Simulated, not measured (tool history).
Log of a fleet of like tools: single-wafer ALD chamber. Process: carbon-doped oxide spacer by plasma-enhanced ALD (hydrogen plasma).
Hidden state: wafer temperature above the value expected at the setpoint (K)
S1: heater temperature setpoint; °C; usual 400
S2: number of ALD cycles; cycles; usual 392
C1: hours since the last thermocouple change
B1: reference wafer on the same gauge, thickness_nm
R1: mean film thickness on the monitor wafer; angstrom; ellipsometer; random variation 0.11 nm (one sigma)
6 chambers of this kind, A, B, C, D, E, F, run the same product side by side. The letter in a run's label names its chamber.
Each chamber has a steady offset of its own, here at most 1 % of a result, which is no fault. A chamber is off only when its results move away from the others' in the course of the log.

Run 1A, hour 5.9: usual settings; C1 344.1; B1 21.295. Result: R1 195.86 angstrom.
Run 2C, hour 8.9: usual settings; C1 2487.8; B1 21.291. Result: R1 192.95 angstrom.
Run 3B, hour 13.9: usual settings; C1 611.5; B1 21.295. Result: R1 194.12 angstrom.
Run 4D, hour 19.1: usual settings; C1 75.6; B1 21.276. Result: R1 193.63 angstrom.
Run 5E, hour 25.0: usual settings; C1 268.8; B1 21.296. Result: R1 195.09 angstrom.
Run 6F, hour 28.8: usual settings; C1 1669.6; B1 21.308. Result: R1 194.10 angstrom.
Run 7A, hour 33.1: usual settings; C1 371.3; B1 21.292. Result: R1 196.18 angstrom.
Run 8E, hour 37.4: usual settings; C1 281.2; B1 21.299. Result: R1 195.35 angstrom.
Run 9C, hour 42.5: usual settings but S1 406 °C, S2 426 cycles; C1 2521.4; B1 21.312. Result: R1 206.22 angstrom.
Run 10D, hour 47.6: usual settings but S1 406 °C, S2 426 cycles; C1 104.1; B1 21.296. Result: R1 208.39 angstrom.
Run 11F, hour 50.5: usual settings but S1 406 °C, S2 426 cycles; C1 1691.3; B1 21.304. Result: R1 208.58 angstrom.
Run 12B, hour 54.5: usual settings but S1 406 °C, S2 426 cycles; C1 652.1; B1 21.310. Result: R1 208.56 angstrom.
Run 13F, hour 61.2: usual settings but S1 406 °C, S2 426 cycles; C1 1702.0; B1 21.290. Result: R1 209.97 angstrom.
Run 14A, hour 66.7: usual settings but S1 406 °C, S2 426 cycles; C1 404.9; B1 21.327. Result: R1 209.32 angstrom.
Run 15E, hour 71.0: usual settings; C1 314.8; B1 21.300. Result: R1 195.99 angstrom.
Run 16D, hour 76.4: usual settings; C1 132.9; B1 21.292. Result: R1 193.73 angstrom.
Run 17C, hour 81.8: usual settings; C1 2560.7; B1 21.286. Result: R1 193.98 angstrom.
Run 18B, hour 88.5: usual settings; C1 686.1; B1 21.311. Result: R1 193.47 angstrom.
Run 19F, hour 95.1: usual settings; C1 1735.9; B1 21.307. Result: R1 196.37 angstrom.
Run 20B, hour 99.9: usual settings but S1 392 °C, S2 363 cycles; C1 697.5; B1 21.304. Result: R1 180.63 angstrom.
Run 21D, hour 104.6: usual settings but S1 392 °C, S2 363 cycles; C1 161.1; B1 21.293. Result: R1 179.58 angstrom.
Run 22A, hour 109.1: usual settings but S1 392 °C, S2 363 cycles; C1 447.3; B1 21.262. Result: R1 179.63 angstrom.
Run 23C, hour 113.0: usual settings but S1 392 °C, S2 363 cycles; C1 2591.9; B1 21.290. Result: R1 179.59 angstrom.
Run 24E, hour 117.3: usual settings but S1 392 °C, S2 363 cycles; C1 361.1; B1 21.262. Result: R1 181.63 angstrom.
Run 25E, hour 123.2: usual settings but S1 392 °C, S2 363 cycles; C1 367.0; B1 21.307. Result: R1 180.41 angstrom.
Run 26A, hour 129.1: usual settings; C1 467.3; B1 21.269. Result: R1 196.06 angstrom.
Run 27B, hour 132.0: usual settings but S1 386 °C; C1 729.6; B1 21.280. Result: R1 195.10 angstrom.
Run 28D, hour 137.6: usual settings but S1 386 °C; C1 194.1; B1 21.274. Result: R1 194.97 angstrom.
Run 29C, hour 143.5: usual settings but S1 386 °C; C1 2622.4; B1 21.320. Result: R1 193.60 angstrom.
Run 30F, hour 147.3: usual settings but S1 386 °C; C1 1788.1; B1 21.268. Result: R1 195.86 angstrom.
Run 31B, hour 152.3: usual settings but S1 386 °C; C1 749.9; B1 21.344. Result: R1 194.16 angstrom.
Run 32E, hour 155.3: usual settings but S1 386 °C; C1 399.1; B1 21.301. Result: R1 195.42 angstrom.
Run 33F, hour 160.9: usual settings; C1 1801.7; B1 21.255. Result: R1 197.00 angstrom.
Run 34A, hour 164.0: usual settings; C1 502.2; B1 21.335. Result: R1 193.66 angstrom.
Run 35C, hour 167.4: usual settings; C1 2646.3; B1 21.318. Result: R1 193.18 angstrom.
Run 36D, hour 173.1: usual settings; C1 229.6; B1 21.306. Result: R1 196.21 angstrom.
Run 37C, hour 179.3: usual settings; C1 2658.2; B1 21.273. Result: R1 193.71 angstrom.
Run 38D, hour 184.1: usual settings; C1 240.6; B1 21.305. Result: R1 194.44 angstrom.
Run 39B, hour 189.6: usual settings; C1 787.2; B1 21.280. Result: R1 194.86 angstrom.
Run 40E, hour 195.6: usual settings; C1 439.4; B1 21.314. Result: R1 197.04 angstrom.
Run 41F, hour 200.9: usual settings but S1 386 °C; C1 1841.7; B1 21.307. Result: R1 196.42 angstrom.
Run 42A, hour 205.0: usual settings but S1 386 °C; C1 543.2; B1 21.292. Result: R1 196.60 angstrom.
Run 43B, hour 208.2: usual settings but S1 386 °C; C1 805.8; B1 21.292. Result: R1 194.93 angstrom.
Run 44F, hour 211.8: usual settings but S1 386 °C; C1 1852.6; B1 21.306. Result: R1 196.33 angstrom.

What goes on in this fleet: one chamber off, a drifting gauge, or nothing beyond the chambers' own small offsets? Name the chamber and the cause, if any.

No chamber stands off beyond its own small offset, and the gauge holds steady.
